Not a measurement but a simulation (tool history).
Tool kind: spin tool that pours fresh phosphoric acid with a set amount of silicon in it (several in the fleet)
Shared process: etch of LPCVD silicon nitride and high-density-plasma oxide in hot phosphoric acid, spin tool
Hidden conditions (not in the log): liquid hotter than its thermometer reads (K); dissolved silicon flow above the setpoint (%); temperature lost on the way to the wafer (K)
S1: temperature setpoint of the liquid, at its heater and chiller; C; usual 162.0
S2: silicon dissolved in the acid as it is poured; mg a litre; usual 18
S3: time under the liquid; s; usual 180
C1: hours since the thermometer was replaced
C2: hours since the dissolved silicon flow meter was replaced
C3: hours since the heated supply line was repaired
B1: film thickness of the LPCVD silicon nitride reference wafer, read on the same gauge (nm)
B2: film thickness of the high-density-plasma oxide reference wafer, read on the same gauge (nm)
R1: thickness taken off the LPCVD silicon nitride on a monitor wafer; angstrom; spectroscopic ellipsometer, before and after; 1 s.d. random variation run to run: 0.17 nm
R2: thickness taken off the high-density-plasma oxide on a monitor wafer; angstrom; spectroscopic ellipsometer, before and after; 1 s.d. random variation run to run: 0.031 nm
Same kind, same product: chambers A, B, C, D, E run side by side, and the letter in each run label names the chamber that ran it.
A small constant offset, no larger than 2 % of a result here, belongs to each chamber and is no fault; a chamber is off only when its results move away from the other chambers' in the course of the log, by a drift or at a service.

run	hour	S1	S2	S3	C1	C2	C3	B1	B2	R1	R2
1E	11.5	162.0	18	180	2588.9	517.1	750.5	89.994	120.03	184.31	5.5352
2B	19.2	162.0	18	180	1335.7	854.8	796.9	89.993	119.98	188.75	5.3650
3C	28.0	162.0	18	180	1457.3	1414.4	713.9	90.001	120.01	182.68	5.6785
4A	35.0	162.0	18	180	1456.0	675.9	1549.3	90.026	120.00	187.12	5.4999
5D	46.1	162.0	18	180	2318.8	1933.7	138.6	90.027	119.98	181.36	5.4491
6C	58.4	162.0	18	180	1487.7	1444.8	744.3	90.004	120.03	182.12	5.4777
7D	65.1	162.0	18	180	2337.8	1952.7	157.6	89.992	120.02	183.59	5.2307
8A	75.1	162.0	18	180	1496.1	716.0	1589.4	89.963	120.02	183.70	5.9133
# hour 79.5: chamber A: dissolved silicon flow meter replaced
9E	81.6	162.0	18	180	2659.0	587.2	820.6	89.993	120.02	187.24	5.5290
10B	90.4	162.0	18	180	1406.9	926.0	868.1	89.972	120.00	184.20	5.6892
# hour 94.4: chamber A: thermometer replaced
11E	101.1	163.0	8	180	2678.5	606.7	840.1	89.981	119.99	192.06	7.3824
12C	107.9	163.0	8	180	1537.2	1494.3	793.8	89.979	119.97	189.40	7.7971
13B	119.2	163.0	8	180	1435.7	954.8	896.9	89.995	119.99	190.12	7.8208
14A	128.4	163.0	8	180	34.0	48.9	1642.7	89.987	119.98	191.44	7.3844
15D	139.2	163.0	8	180	2411.9	2026.8	231.7	89.996	120.03	191.67	7.6633
16C	152.3	162.0	18	180	1581.6	1538.7	838.2	90.012	119.99	183.57	6.0970
17E	160.1	159.5	18	145	2737.5	665.7	899.1	89.990	119.97	134.65	3.4938
# hour 163.7: chamber A: heated supply line repaired
18D	168.2	159.5	18	145	2440.9	2055.8	260.7	90.012	119.99	135.04	4.3135
19B	180.3	159.5	18	145	1496.8	1015.9	958.0	90.000	120.00	137.45	4.1520
20A	189.0	159.5	18	145	94.6	109.5	25.4	89.989	120.00	136.59	3.7954
21A	196.6	159.5	18	145	102.2	117.1	33.0	90.031	120.01	138.28	3.6044
22B	203.3	162.0	18	180	1519.8	1038.9	981.0	90.051	119.99	185.88	5.4327
23E	210.9	162.0	18	180	2788.3	716.5	949.9	89.992	120.02	173.61	4.7573
# hour 214.4: chamber C: heated supply line repaired
24D	222.2	162.0	18	180	2494.9	2109.8	314.7	90.027	119.99	184.82	5.7086
# hour 229.9: chamber C: thermometer replaced
25C	232.1	162.0	18	180	2.3	1618.5	17.8	89.981	119.96	184.57	5.1210
26A	245.0	162.0	18	180	150.6	165.5	81.4	90.035	120.02	184.81	5.5064
27B	257.3	162.0	18	180	1573.8	1092.9	1035.0	89.974	119.98	189.08	5.7064
28C	268.7	162.0	18	180	38.9	1655.1	54.4	89.991	120.01	182.64	5.4397
29E	277.1	162.0	18	180	2854.5	782.7	1016.1	89.982	119.99	168.52	4.4647
30D	283.7	162.0	18	180	2556.4	2171.3	376.2	90.003	120.00	186.88	5.4177

Is one chamber out of step, is the gauge drifting, or do the chambers differ by no more than their own small offsets? For an off chamber, give its letter and the likeliest cause.

It is chamber E that slowly wanders off from its peers.
Cause: temperature lost on the way to the wafer (K) = 3.02.
The log may not separate it from: liquid colder than its thermometer reads (K).

Chamber E could run next with any of the 4 candidate recipes listed below; each alters the usual settings, and their results appear as question marks. Which one brings its results back in line with what the other chambers deliver on the usual settings?
In line here means within this much of the mean the other chambers give on the usual settings: R1 5.80 angstrom; R2 1.1000 angstrom
31E-1	293.1	162.5	14.0	195						?	?
31E-2	293.1	162.5	11.0	210						?	?
31E-3	293.1	161.5	24.5	155						?	?
31E-4	293.1	161.5	22.0	165						?	?

The other chambers' mean on the usual settings: R1 184.69 angstrom; R2 5.6430 angstrom
run	R1	R2
31E-1	183.87	5.7154
31E-2	198.01	6.6054
31E-3	141.35	3.1396
31E-4	150.47	3.6161
The answer is 31E-1, which returns the chamber to within the allowed miss of the others.

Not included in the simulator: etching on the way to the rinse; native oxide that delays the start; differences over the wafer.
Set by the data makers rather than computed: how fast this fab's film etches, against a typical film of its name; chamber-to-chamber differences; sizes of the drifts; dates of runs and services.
